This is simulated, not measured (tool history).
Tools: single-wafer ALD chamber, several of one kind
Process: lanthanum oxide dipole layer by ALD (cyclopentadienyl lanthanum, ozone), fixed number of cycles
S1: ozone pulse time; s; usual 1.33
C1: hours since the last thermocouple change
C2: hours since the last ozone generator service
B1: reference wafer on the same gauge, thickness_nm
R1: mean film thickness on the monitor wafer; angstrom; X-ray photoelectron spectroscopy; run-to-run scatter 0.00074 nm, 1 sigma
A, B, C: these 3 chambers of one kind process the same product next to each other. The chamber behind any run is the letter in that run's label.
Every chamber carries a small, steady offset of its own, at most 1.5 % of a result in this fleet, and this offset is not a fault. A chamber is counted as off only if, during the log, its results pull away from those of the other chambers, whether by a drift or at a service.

run,hour,S1,C1,C2,B1,R1
1B,2.6,1.33,1125,1164,0.53606,5.3342
2A,8.3,1.33,1061.1,54.4,0.53636,5.3408
3C,11.5,1.33,1373.3,936,0.53641,5.4339
4B,15.6,1.33,1138,1177,0.53634,5.3305
5C,20.9,1.33,1382.7,945.4,0.53659,5.4241
6A,25.4,1.33,1078.2,71.5,0.53666,5.3403
7C,29.9,1.33,1391.7,954.4,0.53679,5.4483
8A,34.1,1.33,1086.9,80.2,0.53685,5.3427
9B,37.3,1.33,1159.7,1198.7,0.53685,5.3356
10B,42.7,1.33,1165.1,1204.1,0.53697,5.3256
11A,47.9,1.33,1100.7,94,0.53739,5.3384
12C,51,1.33,1412.8,975.5,0.53748,5.4343
13A,54,1.33,1106.8,100.1,0.53738,5.3484
14B,59.2,1.33,1181.6,1220.6,0.53772,5.3479
15C,64.4,1.7,1426.2,988.9,0.53787,5.661
16B,69.3,1.7,1191.7,1230.7,0.53801,5.5659
17A,73,1.7,1125.8,119.1,0.53811,5.56
18C,77.2,1.33,1439,1001.7,0.53818,5.4431
19B,82.4,1.33,1204.8,1243.8,0.53848,5.349
20C,87.6,1.33,1449.4,1012.1,0.53851,5.4536
# hour 89.6: chamber C: ozone generator serviced
21A,92.9,0.99,1145.7,139,0.53857,4.9652
22B,96.8,0.99,1219.2,1258.2,0.53876,4.9625
23A,100.5,0.99,1153.3,146.6,0.53873,4.9852
24C,104.8,1.33,1466.6,15.2,0.53911,5.4685

Predict what each chamber gives when all 3 of them run the settings below next.
25A,109,1.33,,,,?
25B,109,1.33,,,,?
25C,109,1.33,,,,?

run,R1
25A,5.3631
25B,5.366
25C,5.459
